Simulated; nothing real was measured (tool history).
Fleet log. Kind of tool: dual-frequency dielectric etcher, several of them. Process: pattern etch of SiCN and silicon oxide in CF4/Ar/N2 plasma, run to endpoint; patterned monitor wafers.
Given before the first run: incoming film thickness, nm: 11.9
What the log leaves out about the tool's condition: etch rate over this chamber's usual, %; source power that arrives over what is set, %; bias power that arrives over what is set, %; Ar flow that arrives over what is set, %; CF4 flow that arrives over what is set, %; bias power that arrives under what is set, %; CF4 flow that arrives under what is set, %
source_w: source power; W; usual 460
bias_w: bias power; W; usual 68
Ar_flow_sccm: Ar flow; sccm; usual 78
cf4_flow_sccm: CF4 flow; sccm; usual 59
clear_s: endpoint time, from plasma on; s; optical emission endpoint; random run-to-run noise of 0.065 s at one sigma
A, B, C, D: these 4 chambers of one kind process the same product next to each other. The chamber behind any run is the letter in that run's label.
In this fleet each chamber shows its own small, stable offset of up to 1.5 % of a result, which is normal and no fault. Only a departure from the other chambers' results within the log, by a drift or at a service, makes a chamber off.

run   hour  source_w  bias_w  Ar_flow_sccm  cf4_flow_sccm  hours since the last wet clean  hours since the last source power generator calibration  hours since the last bias power generator calibration  hours since the last Ar flow controller change  hours since the last CF4 flow controller change  clear_s
 1B   10.1       460      68            78             59                           224.3                                                    238.3                                                  127.8                                          2636.5                                            541.7   13.657
 2D   17.0       460      68            78             59                           449.3                                                    617.2                                                 1719.4                                           833.8                                           1521.6   13.533
 3C   23.0       460      68            78             59                           204.3                                                    623.9                                                 1029.0                                           722.0                                           3171.9   13.556
 4A   27.8       460      68            78             59                           484.9                                                   1315.3                                                 3449.2                                          4259.5                                            518.8   13.519
 5B   38.0       460      68            78             59                           252.2                                                    266.2                                                  155.7                                          2664.4                                            569.6   13.680
 6D   43.3       460      68            78             59                           475.6                                                    643.5                                                 1745.7                                           860.1                                           1547.9   13.401
 7A   48.1       500      68            89             59                           505.2                                                   1335.6                                                 3469.5                                          4279.8                                            539.1   12.900
 8C   54.6       500      68            89             59                           235.9                                                    655.5                                                 1060.6                                           753.6                                           3203.5   12.986
 9B   63.1       500      68            89             59                           277.3                                                    291.3                                                  180.8                                          2689.5                                            594.7   12.978
10C   69.1       500      68            89             59                           250.4                                                    670.0                                                 1075.1                                           768.1                                           3218.0   13.025
11D   74.9       460      68            78             59                           507.2                                                    675.1                                                 1777.3                                           891.7                                           1579.5   13.549
12A   82.0       560      68            78             59                           539.1                                                   1369.5                                                 3503.4                                          4313.7                                            573.0   11.486
13C   87.5       560      68            78             59                           268.8                                                    688.4                                                 1093.5                                           786.5                                           3236.4   11.516
14B   92.9       560      68            78             59                           307.1                                                    321.1                                                  210.6                                          2719.3                                            624.5   11.393
      94.0  -- chamber A: wet clean of the chamber
15A   98.6       560      68            78             59                             4.6                                                   1386.1                                                 3520.0                                          4330.3                                            589.6   11.426
16D  107.9       460      68            78             64                           540.2                                                    708.1                                                 1810.3                                           924.7                                           1612.5   13.358
17B  113.3       460      68            78             64                           327.5                                                    341.5                                                  231.0                                          2739.7                                            644.9   13.566
18D  122.1       460      68            78             64                           554.4                                                    722.3                                                 1824.5                                           938.9                                           1626.7   13.378
19A  132.2       460      68            78             64                            38.2                                                   1419.7                                                 3553.6                                          4363.9                                            623.2   13.476
20C  136.7       460      68            78             59                           318.0                                                    737.6                                                 1142.7                                           835.7                                           3285.6   13.700
21C  144.1       460      68            78             59                           325.4                                                    745.0                                                 1150.1                                           843.1                                           3293.0   13.603
22D  153.3       460      68            78             59                           585.6                                                    753.5                                                 1855.7                                           970.1                                           1657.9   13.512
23A  160.3       460      68            78             59                            66.3                                                   1447.8                                                 3581.7                                          4392.0                                            651.3   13.537
24B  168.0       460      68            78             59                           382.2                                                    396.2                                                  285.7                                          2794.4                                            699.6   13.572
25B  177.9       460      68            78             59                           392.1                                                    406.1                                                  295.6                                          2804.3                                            709.5   13.598
26A  182.6       460      68            78             59                            88.6                                                   1470.1                                                 3604.0                                          4414.3                                            673.6   13.712
     187.5  -- chamber C: wet clean of the chamber
27C  187.7       460      68            78             59                             0.3                                                    788.6                                                 1193.7                                           886.7                                           3336.6   13.663
28D  196.1       460      68            78             59                           628.4                                                    796.3                                                 1898.5                                          1012.9                                           1700.7   13.640
29A  201.2       460      68            78             59                           107.2                                                   1488.7                                                 3622.6                                          4432.9                                            692.2   13.767
30D  208.2       460      68            78             59                           640.5                                                    808.4                                                 1910.6                                          1025.0                                           1712.8   13.552
     212.7  -- chamber D: wet clean of the chamber
31B  213.3       460      68            78             59                           427.5                                                    441.5                                                  331.0                                          2839.7                                            744.9   13.692
32C  217.8       460      68            78             59                            30.4                                                    818.7                                                 1223.8                                           916.8                                           3366.7   13.700
33A  223.9       460      68            78             59                           129.9                                                   1511.4                                                 3645.3                                          4455.6                                            714.9   13.563
34C  231.0       460      68            78             59                            43.6                                                    831.9                                                 1237.0                                           930.0                                           3379.9   13.645
35D  237.5       400      68            78             71                            24.8                                                    837.7                                                 1939.9                                          1054.3                                           1742.1   14.946
36B  247.1       400      68            78             71                           461.3                                                    475.3                                                  364.8                                          2873.5                                            778.7   14.997

Has any chamber moved away from the others, gradually or after a service, or does the common gauge drift, or do the chambers differ only by their own small steady offsets? State the chamber and the most likely cause if one applies.

All chambers stay in line apart from their small fixed offsets, and the gauge does not drift.
